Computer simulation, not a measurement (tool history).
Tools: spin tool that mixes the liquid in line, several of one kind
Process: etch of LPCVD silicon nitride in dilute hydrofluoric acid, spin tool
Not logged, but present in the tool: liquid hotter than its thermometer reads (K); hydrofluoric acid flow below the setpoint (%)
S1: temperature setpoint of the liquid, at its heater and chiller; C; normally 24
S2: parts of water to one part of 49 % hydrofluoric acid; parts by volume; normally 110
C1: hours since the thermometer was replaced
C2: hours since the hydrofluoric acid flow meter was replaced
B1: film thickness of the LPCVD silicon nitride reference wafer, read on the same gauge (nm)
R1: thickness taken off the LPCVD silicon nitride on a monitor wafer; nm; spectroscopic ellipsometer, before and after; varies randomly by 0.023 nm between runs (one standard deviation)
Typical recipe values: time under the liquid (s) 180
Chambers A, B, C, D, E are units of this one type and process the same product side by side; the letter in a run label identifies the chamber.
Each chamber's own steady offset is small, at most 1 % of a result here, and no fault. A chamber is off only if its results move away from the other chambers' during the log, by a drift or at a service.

run 1C hour=4.4 | S1=24 S2=110 time_under_the_liquid_(s)=180 | C1=742.7 C2=198.5 | B1=109.97 | R1=0.80873
run 2E hour=9.2 | S1=24 S2=110 time_under_the_liquid_(s)=180 | C1=849.4 C2=296.3 | B1=110.02 | R1=0.88328
run 3D hour=16.9 | S1=24 S2=110 time_under_the_liquid_(s)=180 | C1=885.5 C2=1500.5 | B1=109.98 | R1=0.90164
run 4A hour=23.1 | S1=24 S2=110 time_under_the_liquid_(s)=180 | C1=1062.9 C2=174 | B1=110 | R1=0.90522
run 5B hour=26.9 | S1=19.5 S2=145 time_under_the_liquid_(s)=180 | C1=595.9 C2=227 | B1=110.01 | R1=0.48067
run 6B hour=32.9 | S1=19.5 S2=145 time_under_the_liquid_(s)=180 | C1=601.9 C2=233 | B1=110.04 | R1=0.48888
run 7D hour=39.1 | S1=19.5 S2=145 time_under_the_liquid_(s)=180 | C1=907.7 C2=1522.7 | B1=109.97 | R1=0.50752
run 8C hour=46.3 | S1=19.5 S2=145 time_under_the_liquid_(s)=180 | C1=784.6 C2=240.4 | B1=109.95 | R1=0.47721
run 9A hour=50 | S1=19.5 S2=145 time_under_the_liquid_(s)=180 | C1=1089.8 C2=200.9 | B1=110 | R1=0.48026
run 10E hour=56.4 | S1=24 S2=110 time_under_the_liquid_(s)=180 | C1=896.6 C2=343.5 | B1=109.98 | R1=0.89538
run 11B hour=60.2 | S1=24 S2=110 time_under_the_liquid_(s)=180 | C1=629.2 C2=260.3 | B1=110 | R1=0.84896
run 12D hour=68.1 | S1=24 S2=110 time_under_the_liquid_(s)=180 | C1=936.7 C2=1551.7 | B1=109.98 | R1=0.88718
run 13C hour=71.6 | S1=24 S2=110 time_under_the_liquid_(s)=180 | C1=809.9 C2=265.7 | B1=110.01 | R1=0.87787
run 14A hour=76.7 | S1=24 S2=110 time_under_the_liquid_(s)=180 | C1=1116.5 C2=227.6 | B1=110.01 | R1=0.89381
run 15E hour=81.1 | S1=24 S2=110 time_under_the_liquid_(s)=180 | C1=921.3 C2=368.2 | B1=109.99 | R1=0.89757
run 16D hour=85.8 | S1=24 S2=110 time_under_the_liquid_(s)=180 | C1=954.4 C2=1569.4 | B1=110.02 | R1=0.87069
run 17C hour=92.8 | S1=24 S2=110 time_under_the_liquid_(s)=180 | C1=831.1 C2=286.9 | B1=110.03 | R1=0.83837
run 18A hour=97.5 | S1=24 S2=110 time_under_the_liquid_(s)=225 | C1=1137.3 C2=248.4 | B1=110 | R1=1.14
-- hour=99.6 chamber E: hydrofluoric acid flow meter replaced
run 19E hour=104 | S1=24 S2=110 time_under_the_liquid_(s)=225 | C1=944.2 C2=4.5 | B1=110.02 | R1=1.1154
run 20B hour=109.4 | S1=24 S2=110 time_under_the_liquid_(s)=225 | C1=678.4 C2=309.5 | B1=110.04 | R1=1.0647
run 21E hour=117.2 | S1=24 S2=110 time_under_the_liquid_(s)=225 | C1=957.4 C2=17.7 | B1=110 | R1=1.0663
-- hour=122.7 chamber E: thermometer replaced
run 22D hour=124.9 | S1=24 S2=110 time_under_the_liquid_(s)=225 | C1=993.5 C2=1608.5 | B1=110.01 | R1=1.1003
run 23C hour=128.8 | S1=24 S2=110 time_under_the_liquid_(s)=180 | C1=867.1 C2=322.9 | B1=110.01 | R1=0.87116
run 24A hour=135.5 | S1=24 S2=110 time_under_the_liquid_(s)=180 | C1=1175.3 C2=286.4 | B1=110 | R1=0.90047
run 25B hour=139.5 | S1=24 S2=110 time_under_the_liquid_(s)=225 | C1=708.5 C2=339.6 | B1=110.01 | R1=1.0859
run 26C hour=143.3 | S1=24 S2=110 time_under_the_liquid_(s)=225 | C1=881.6 C2=337.4 | B1=109.95 | R1=1.0583
run 27E hour=147 | S1=24 S2=110 time_under_the_liquid_(s)=225 | C1=24.3 C2=47.5 | B1=110 | R1=1.1083
run 28B hour=154.7 | S1=24 S2=110 time_under_the_liquid_(s)=225 | C1=723.7 C2=354.8 | B1=110.01 | R1=1.0376
run 29A hour=158.3 | S1=24 S2=110 time_under_the_liquid_(s)=225 | C1=1198.1 C2=309.2 | B1=109.99 | R1=1.0836
run 30D hour=161.8 | S1=24 S2=155 time_under_the_liquid_(s)=180 | C1=1030.4 C2=1645.4 | B1=110.02 | R1=0.6268
run 31D hour=166.3 | S1=24 S2=155 time_under_the_liquid_(s)=180 | C1=1034.9 C2=1649.9 | B1=109.99 | R1=0.60659
run 32A hour=171.8 | S1=24 S2=155 time_under_the_liquid_(s)=180 | C1=1211.6 C2=322.7 | B1=110.01 | R1=0.6048
run 33C hour=177 | S1=24 S2=155 time_under_the_liquid_(s)=180 | C1=915.3 C2=371.1 | B1=109.99 | R1=0.63681

The same settings go to every chamber for the next run, one line per chamber below. Forecast the results for each:
run 34A hour=182.8 | S1=24 S2=110 time_under_the_liquid_(s)=180 | R1=?
run 34B hour=182.8 | S1=24 S2=110 time_under_the_liquid_(s)=180 | R1=?
run 34C hour=182.8 | S1=24 S2=110 time_under_the_liquid_(s)=180 | R1=?
run 34D hour=182.8 | S1=24 S2=110 time_under_the_liquid_(s)=180 | R1=?
run 34E hour=182.8 | S1=24 S2=110 time_under_the_liquid_(s)=180 | R1=?

run=34A R1=0.88683
run=34B R1=0.8669
run=34C R1=0.88837
run=34D R1=0.84532
run=34E R1=0.87436

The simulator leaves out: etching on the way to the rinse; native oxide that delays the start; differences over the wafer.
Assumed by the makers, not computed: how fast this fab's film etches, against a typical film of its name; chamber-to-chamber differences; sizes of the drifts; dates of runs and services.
